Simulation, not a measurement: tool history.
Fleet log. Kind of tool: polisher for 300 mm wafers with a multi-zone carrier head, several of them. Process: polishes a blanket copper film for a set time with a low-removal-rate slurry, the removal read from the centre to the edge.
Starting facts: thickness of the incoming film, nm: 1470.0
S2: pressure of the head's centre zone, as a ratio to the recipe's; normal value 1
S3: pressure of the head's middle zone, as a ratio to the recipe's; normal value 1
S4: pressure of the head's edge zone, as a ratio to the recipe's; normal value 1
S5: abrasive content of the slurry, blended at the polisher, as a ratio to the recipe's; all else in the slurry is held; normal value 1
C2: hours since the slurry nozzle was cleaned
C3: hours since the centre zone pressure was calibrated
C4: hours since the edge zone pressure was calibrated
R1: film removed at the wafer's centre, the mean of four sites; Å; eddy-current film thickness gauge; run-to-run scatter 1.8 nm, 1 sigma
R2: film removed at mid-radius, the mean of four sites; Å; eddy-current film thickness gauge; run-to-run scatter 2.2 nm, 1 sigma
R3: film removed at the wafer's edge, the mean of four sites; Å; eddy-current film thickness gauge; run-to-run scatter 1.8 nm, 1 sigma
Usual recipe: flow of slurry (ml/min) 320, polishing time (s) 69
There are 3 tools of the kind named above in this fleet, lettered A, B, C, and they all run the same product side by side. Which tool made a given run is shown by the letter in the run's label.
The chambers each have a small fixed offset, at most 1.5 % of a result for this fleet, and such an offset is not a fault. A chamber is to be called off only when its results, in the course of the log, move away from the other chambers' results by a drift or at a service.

run 1C hour=4.6 | flow_of_slurry_(ml/min)=320 S2=1 S3=1 S4=1 S5=1 polishing_time_(s)=69 | wafers_polished_on_this_pad=278 C2=383.9 C3=482 C4=161.2 | R1=2362.3 R2=2314.6 R3=2338
run 2B hour=9.4 | flow_of_slurry_(ml/min)=320 S2=1 S3=1 S4=1 S5=1 polishing_time_(s)=69 | wafers_polished_on_this_pad=1446 C2=136.2 C3=74.2 C4=720.7 | R1=2339.2 R2=2290.3 R3=2328.1
run 3A hour=11.7 | flow_of_slurry_(ml/min)=320 S2=1 S3=1 S4=1 S5=1 polishing_time_(s)=69 | wafers_polished_on_this_pad=467 C2=304.9 C3=662.9 C4=415.6 | R1=2345.2 R2=2266.6 R3=2318.9
-- hour=14.1 chamber B: worn pad replaced by a new one
run 4C hour=16.3 | flow_of_slurry_(ml/min)=320 S2=1 S3=1 S4=1 S5=1 polishing_time_(s)=69 | wafers_polished_on_this_pad=457 C2=395.6 C3=493.7 C4=172.9 | R1=2315.2 R2=2319.3 R3=2339
run 5B hour=19.9 | flow_of_slurry_(ml/min)=320 S2=1 S3=1 S4=1 S5=1 polishing_time_(s)=69 | wafers_polished_on_this_pad=89 C2=146.7 C3=84.7 C4=731.2 | R1=2351.2 R2=2288.4 R3=2327
run 6A hour=24.4 | flow_of_slurry_(ml/min)=320 S2=1 S3=1 S4=1 S5=1 polishing_time_(s)=69 | wafers_polished_on_this_pad=661 C2=317.6 C3=675.6 C4=428.3 | R1=2294.6 R2=2310 R3=2303.5
-- hour=26.3 chamber A: worn pad replaced by a new one
run 7C hour=27.5 | flow_of_slurry_(ml/min)=320 S2=1 S3=0.9 S4=1 S5=1 polishing_time_(s)=69 | wafers_polished_on_this_pad=628 C2=406.8 C3=504.9 C4=184.1 | R1=2310.6 R2=2079.1 R3=2319.2
-- hour=27.8 chamber C: worn pad replaced by a new one
run 8A hour=30.6 | flow_of_slurry_(ml/min)=320 S2=1 S3=0.9 S4=1 S5=1 polishing_time_(s)=69 | wafers_polished_on_this_pad=66 C2=323.8 C3=681.8 C4=434.5 | R1=2325.7 R2=2103.7 R3=2339.6
run 9B hour=32.9 | flow_of_slurry_(ml/min)=320 S2=1 S3=0.9 S4=1 S5=1 polishing_time_(s)=69 | wafers_polished_on_this_pad=287 C2=159.7 C3=97.7 C4=744.2 | R1=2360.4 R2=2112.1 R3=2309.7
run 10C hour=35.7 | flow_of_slurry_(ml/min)=320 S2=1 S3=1 S4=1 S5=1 polishing_time_(s)=69 | wafers_polished_on_this_pad=121 C2=415 C3=513.1 C4=192.3 | R1=2344.4 R2=2323 R3=2320.8
run 11A hour=39.1 | flow_of_slurry_(ml/min)=320 S2=1 S3=1 S4=1 S5=1 polishing_time_(s)=69 | wafers_polished_on_this_pad=196 C2=332.3 C3=690.3 C4=443 | R1=2297.7 R2=2292.4 R3=2303.9
run 12B hour=42.2 | flow_of_slurry_(ml/min)=320 S2=1 S3=1 S4=1 S5=1 polishing_time_(s)=69 | wafers_polished_on_this_pad=429 C2=169 C3=107 C4=753.5 | R1=2342.3 R2=2297.8 R3=2315.4
run 13B hour=46.4 | flow_of_slurry_(ml/min)=320 S2=1.12 S3=1 S4=1 S5=0.9 polishing_time_(s)=69 | wafers_polished_on_this_pad=494 C2=173.2 C3=111.2 C4=757.7 | R1=2609.8 R2=2233.5 R3=2282.1
run 14C hour=49.3 | flow_of_slurry_(ml/min)=320 S2=1.12 S3=1 S4=1 S5=0.9 polishing_time_(s)=69 | wafers_polished_on_this_pad=329 C2=428.6 C3=526.7 C4=205.9 | R1=2613.4 R2=2287.6 R3=2277.3
run 15A hour=52.4 | flow_of_slurry_(ml/min)=320 S2=1.12 S3=1 S4=1 S5=0.9 polishing_time_(s)=69 | wafers_polished_on_this_pad=400 C2=345.6 C3=703.6 C4=456.3 | R1=2566.1 R2=2249.5 R3=2285.7
run 16B hour=56.1 | flow_of_slurry_(ml/min)=320 S2=1 S3=1 S4=1 S5=1 polishing_time_(s)=69 | wafers_polished_on_this_pad=642 C2=182.9 C3=120.9 C4=767.4 | R1=2318.8 R2=2288.5 R3=2303.7
run 17A hour=58.3 | flow_of_slurry_(ml/min)=320 S2=1 S3=1 S4=0.89 S5=1 polishing_time_(s)=69 | wafers_polished_on_this_pad=490 C2=351.5 C3=709.5 C4=462.2 | R1=2285.3 R2=2334.3 R3=2205.9
run 18C hour=62 | flow_of_slurry_(ml/min)=320 S2=1 S3=1 S4=0.89 S5=1 polishing_time_(s)=69 | wafers_polished_on_this_pad=523 C2=441.3 C3=539.4 C4=218.6 | R1=2293.2 R2=2338.1 R3=2196.2
run 19A hour=66.2 | flow_of_slurry_(ml/min)=320 S2=1 S3=1 S4=0.89 S5=1 polishing_time_(s)=69 | wafers_polished_on_this_pad=610 C2=359.4 C3=717.4 C4=470.1 | R1=2345.1 R2=2320.9 R3=2181.6
run 20B hour=70.6 | flow_of_slurry_(ml/min)=320 S2=1 S3=1 S4=1 S5=1 polishing_time_(s)=69 | wafers_polished_on_this_pad=863 C2=197.4 C3=135.4 C4=781.9 | R1=2342.1 R2=2287.3 R3=2337
-- hour=73.8 chamber A: worn pad replaced by a new one
run 21C hour=74 | flow_of_slurry_(ml/min)=320 S2=1 S3=1 S4=1 S5=1 polishing_time_(s)=69 | wafers_polished_on_this_pad=706 C2=453.3 C3=551.4 C4=230.6 | R1=2316.8 R2=2295.1 R3=2308.3
-- hour=75.6 chamber C: worn pad replaced by a new one
run 22C hour=78.3 | flow_of_slurry_(ml/min)=320 S2=1 S3=1 S4=1 S5=1 polishing_time_(s)=69 | wafers_polished_on_this_pad=41 C2=457.6 C3=555.7 C4=234.9 | R1=2306.2 R2=2291.1 R3=2318.6
run 23A hour=82.3 | flow_of_slurry_(ml/min)=320 S2=1 S3=1 S4=1 S5=1 polishing_time_(s)=69 | wafers_polished_on_this_pad=129 C2=375.5 C3=733.5 C4=486.2 | R1=2351.1 R2=2297.7 R3=2328.3
run 24B hour=86 | flow_of_slurry_(ml/min)=320 S2=1 S3=1 S4=1 S5=1 polishing_time_(s)=69 | wafers_polished_on_this_pad=1098 C2=212.8 C3=150.8 C4=797.3 | R1=2341.7 R2=2300.6 R3=2321.8
run 25C hour=90.1 | flow_of_slurry_(ml/min)=320 S2=1 S3=1 S4=1 S5=1 polishing_time_(s)=69 | wafers_polished_on_this_pad=221 C2=469.4 C3=567.5 C4=246.7 | R1=2311.9 R2=2376.9 R3=2342.9
run 26B hour=94.3 | flow_of_slurry_(ml/min)=320 S2=1 S3=1 S4=1 S5=1 polishing_time_(s)=69 | wafers_polished_on_this_pad=1225 C2=221.1 C3=159.1 C4=805.6 | R1=2340.3 R2=2266.2 R3=2313.1
run 27A hour=98.4 | flow_of_slurry_(ml/min)=320 S2=1 S3=1 S4=1 S5=1 polishing_time_(s)=69 | wafers_polished_on_this_pad=375 C2=391.6 C3=749.6 C4=502.3 | R1=2352.3 R2=2328.8 R3=2310.6
-- hour=98.6 chamber C: slurry nozzle cleaned
-- hour=101.6 chamber A: edge zone pressure recalibrated
run 28C hour=102.9 | flow_of_slurry_(ml/min)=320 S2=1 S3=1 S4=1 S5=1 polishing_time_(s)=69 | wafers_polished_on_this_pad=417 C2=4.4 C3=580.3 C4=259.5 | R1=2346.9 R2=2337.6 R3=2355.4
run 29A hour=106.8 | flow_of_slurry_(ml/min)=320 S2=1 S3=1 S4=1 S5=1.25 polishing_time_(s)=69 | wafers_polished_on_this_pad=504 C2=400 C3=758 C4=5.3 | R1=2474.1 R2=2455.9 R3=2463.2
-- hour=109.3 chamber B: worn pad replaced by a new one
-- hour=110.5 chamber A: worn pad replaced by a new one
run 30B hour=110.7 | flow_of_slurry_(ml/min)=320 S2=1 S3=1 S4=1 S5=1.25 polishing_time_(s)=69 | wafers_polished_on_this_pad=22 C2=237.5 C3=175.5 C4=822 | R1=2489.1 R2=2426.2 R3=2443.8
run 31C hour=113 | flow_of_slurry_(ml/min)=320 S2=1 S3=1 S4=1 S5=1.25 polishing_time_(s)=69 | wafers_polished_on_this_pad=571 C2=14.5 C3=590.4 C4=269.6 | R1=2423.3 R2=2447.8 R3=2453.7
run 32A hour=117.3 | flow_of_slurry_(ml/min)=320 S2=1 S3=1 S4=1 S5=1 polishing_time_(s)=69 | wafers_polished_on_this_pad=105 C2=410.5 C3=768.5 C4=15.8 | R1=2333.6 R2=2335.5 R3=2357.7
run 33B hour=121.1 | flow_of_slurry_(ml/min)=320 S2=1 S3=1 S4=1 S5=1 polishing_time_(s)=69 | wafers_polished_on_this_pad=181 C2=247.9 C3=185.9 C4=832.4 | R1=2410.7 R2=2298.2 R3=2327.3

Each of the 3 chambers runs these same settings next. Fill in every chamber's results:
run 34A hour=124.6 | flow_of_slurry_(ml/min)=320 S2=1 S3=1 S4=1.09 S5=1 polishing_time_(s)=69 | R1=? R2=? R3=?
run 34B hour=124.6 | flow_of_slurry_(ml/min)=320 S2=1 S3=1 S4=1.09 S5=1 polishing_time_(s)=69 | R1=? R2=? R3=?
run 34C hour=124.6 | flow_of_slurry_(ml/min)=320 S2=1 S3=1 S4=1.09 S5=1 polishing_time_(s)=69 | R1=? R2=? R3=?

run=34A R1=2335.2 R2=2337.1 R3=2451.5
run=34B R1=2375.7 R2=2300 R3=2445.3
run=34C R1=2319.5 R2=2310.3 R3=2428.5
